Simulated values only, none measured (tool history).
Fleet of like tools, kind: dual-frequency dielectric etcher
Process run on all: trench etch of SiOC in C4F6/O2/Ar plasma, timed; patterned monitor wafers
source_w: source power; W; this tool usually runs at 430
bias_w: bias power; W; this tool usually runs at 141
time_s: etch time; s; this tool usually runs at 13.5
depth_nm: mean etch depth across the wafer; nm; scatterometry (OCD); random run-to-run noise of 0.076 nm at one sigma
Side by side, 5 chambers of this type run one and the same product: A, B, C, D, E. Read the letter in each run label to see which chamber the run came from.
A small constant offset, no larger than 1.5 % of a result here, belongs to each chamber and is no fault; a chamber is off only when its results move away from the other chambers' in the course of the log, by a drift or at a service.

run	hour	source_w	bias_w	time_s	hours since the last wet clean	hours since the last source power generator calibration	hours since the last bias power generator calibration	read-back reference wafer on the same gauge, depth_nm	depth_nm
1D	7.1	430	141	13.5	152.7	942	1165	30.096	26.928
2B	18.9	430	141	13.5	301	2821.2	2447	30.095	26.93
3E	30.1	430	141	13.5	418	1791.3	675.7	30.107	26.824
4C	39.2	430	141	13.5	591.3	748.9	1983.5	30.094	26.455
5A	47.4	430	141	13.5	73	1226.3	2350.7	30.099	26.509
6D	53.6	430	141	13.5	199.2	988.5	1211.5	30.113	27.051
7A	64.1	430	141	13.5	89.7	1243	2367.4	30.109	26.485
8C	75.4	430	141	13.5	627.5	785.1	2019.7	30.088	26.535
# hour 80.9: chamber E: wet clean of the chamber
9E	81.8	430	141	13.5	1	1843	727.4	30.109	26.775
10B	87.6	430	141	13.5	369.7	2889.9	2515.7	30.114	26.719
# hour 90: chamber B: source power generator calibrated
# hour 91.3: chamber C: wet clean of the chamber
11E	94.3	430	122	12	13.5	1855.5	739.9	30.104	22.842
12D	102.7	430	122	12	248.3	1037.6	1260.6	30.075	23.06
13C	110.4	430	122	12	19.2	820.1	2054.7	30.109	22.465
14A	122	430	122	12	147.6	1300.9	2425.3	30.128	22.742
15B	129.5	430	122	12	411.6	39.6	2557.6	30.119	22.783
16B	139.5	430	141	13.5	421.6	49.6	2567.6	30.095	26.884
17C	150.5	530	125	13.5	59.3	860.2	2094.8	30.091	27.735
18A	157.5	530	125	13.5	183.1	1336.4	2460.8	30.089	27.895
19D	165.6	530	125	13.5	311.2	1100.5	1323.5	30.076	28.451
20E	177.8	530	125	13.5	97	1939	823.4	30.077	28.135
21E	183.4	530	125	13.5	102.6	1944.6	829	30.096	28.14
22B	191.3	430	141	13.5	473.4	101.4	2619.4	30.098	26.863
# hour 194.9: chamber B: wet clean of the chamber
23C	197.4	430	141	13.5	106.2	907.1	2141.7	30.084	26.456
24D	208.5	430	141	13.5	354.1	1143.4	1366.4	30.086	27.041
25A	220.5	430	141	13.5	246.1	1399.4	2523.8	30.097	26.513
26A	228.1	430	141	13.5	253.7	1407	2531.4	30.09	26.543
27E	239.2	430	141	13.5	158.4	2000.4	884.8	30.125	26.786
28B	244.8	430	141	13.5	50	154.9	2672.9	30.086	26.735
29D	250.5	430	141	13.5	396.1	1185.4	1408.4	30.102	27.033
30C	255.8	430	141	13.5	164.6	965.5	2200.1	30.105	26.552
31E	261.7	430	141	13.5	180.9	2022.9	907.3	30.108	26.675
32A	270.4	430	141	13.5	296	1449.3	2573.7	30.093	26.476
33D	278.4	430	141	13.5	424	1213.3	1436.3	30.075	26.987
34B	285.9	430	141	13.5	91.1	196	2714	30.105	26.813
35C	292.5	430	141	13.5	201.3	1002.2	2236.8	30.088	26.456
36D	299.2	430	141	13.5	444.8	1234.1	1457.1	30.099	26.935

Decide between three cases: one chamber stands off from its peers, the gauge reading all wafers drifts, or nothing is wrong past each chamber's small offset. Where a chamber is off, say which and what most likely put it there.

The fleet is healthy, with each chamber sitting at its usual small offset and no drift in the gauge.

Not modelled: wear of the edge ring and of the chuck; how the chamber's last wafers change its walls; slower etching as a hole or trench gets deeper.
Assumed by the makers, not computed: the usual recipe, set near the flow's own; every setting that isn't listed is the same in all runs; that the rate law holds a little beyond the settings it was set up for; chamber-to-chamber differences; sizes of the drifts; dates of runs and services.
